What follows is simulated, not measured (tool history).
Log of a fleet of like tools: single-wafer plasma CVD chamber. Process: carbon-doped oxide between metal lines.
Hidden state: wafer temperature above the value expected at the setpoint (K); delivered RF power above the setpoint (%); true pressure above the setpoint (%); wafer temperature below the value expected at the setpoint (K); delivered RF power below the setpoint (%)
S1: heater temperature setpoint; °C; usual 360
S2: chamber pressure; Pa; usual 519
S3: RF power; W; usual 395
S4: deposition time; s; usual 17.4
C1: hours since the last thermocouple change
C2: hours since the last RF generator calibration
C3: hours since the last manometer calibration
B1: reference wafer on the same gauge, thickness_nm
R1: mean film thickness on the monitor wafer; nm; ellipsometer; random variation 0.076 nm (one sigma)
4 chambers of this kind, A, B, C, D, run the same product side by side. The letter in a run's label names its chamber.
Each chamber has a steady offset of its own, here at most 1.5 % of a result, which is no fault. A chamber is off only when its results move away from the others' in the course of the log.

run	hour	S1	S2	S3	S4	C1	C2	C3	B1	R1
1A	5.5	360	519	395	17.4	151.8	873.1	643.8	57.611	72.469
2C	10.9	360	519	395	17.4	346.5	976.4	2114.5	57.624	71.244
3B	14.9	360	519	395	17.4	2150.1	1732.3	349.8	57.622	71.174
4D	22.6	360	519	395	17.4	1434.6	1277	569.7	57.657	70.8
5B	27.3	360	519	395	17.4	2162.5	1744.7	362.2	57.629	71.472
6D	32.2	360	519	395	17.4	1444.2	1286.6	579.3	57.652	70.959
7A	37.3	360	519	395	17.4	183.6	904.9	675.6	57.664	72.466
8C	44.8	360	519	395	17.4	380.4	1010.3	2148.4	57.648	71.043
9D	50.6	360	519	395	17.4	1462.6	1305	597.7	57.662	70.758
10A	58	360	519	395	17.4	204.3	925.6	696.3	57.659	72.405
11C	65.9	347	519	395	17.4	401.5	1031.4	2169.5	57.692	73.776
12B	71.9	347	519	395	17.4	2207.1	1789.3	406.8	57.691	74.038
13D	77.4	347	519	395	17.4	1489.4	1331.8	624.5	57.719	73.438
14A	85.1	347	519	395	17.4	231.4	952.7	723.4	57.718	75.231
15B	90.6	360	519	395	17.4	2225.8	1808	425.5	57.711	71.447
16C	97.5	360	519	395	17.4	433.1	1063	2201.1	57.728	71.176
17A	104.3	360	519	395	17.4	250.6	971.9	742.6	57.746	72.532
18D	110.4	360	519	395	17.4	1522.4	1364.8	657.5	57.744	70.989
19C	116.6	360	519	395	17.4	452.2	1082.1	2220.2	57.758	71.234
20B	124.1	360	519	440	18.4	2259.3	1841.5	459	57.754	81.773
21B	131.8	360	519	440	18.4	2267	1849.2	466.7	57.785	81.914
22A	139.1	360	519	440	18.4	285.4	1006.7	777.4	57.779	83.103
23D	145.6	360	519	440	18.4	1557.6	1400	692.7	57.78	81.466
24C	151.1	360	519	395	20.3	486.7	1116.6	2254.7	57.804	83.037
25D	158.9	360	519	395	20.3	1570.9	1413.3	706	57.82	82.673
26C	164.8	360	519	395	20.3	500.4	1130.3	2268.4	57.828	82.994
# hour 165.5: chamber B: RF generator calibrated
27B	169.1	360	519	395	20.3	2304.3	3.6	504	57.841	83.335
28A	175.3	360	519	395	17.4	321.6	1042.9	813.6	57.854	72.48
29A	180.3	360	519	395	17.4	326.6	1047.9	818.6	57.844	72.625

What goes on in this fleet: one chamber off, a drifting gauge, or nothing beyond the chambers' own small offsets? Name the chamber and the cause, if any.

The gauge drifts, so all chambers seem to drift together. No chamber is off.
Cause: gauge reads high (%) = 0.44.
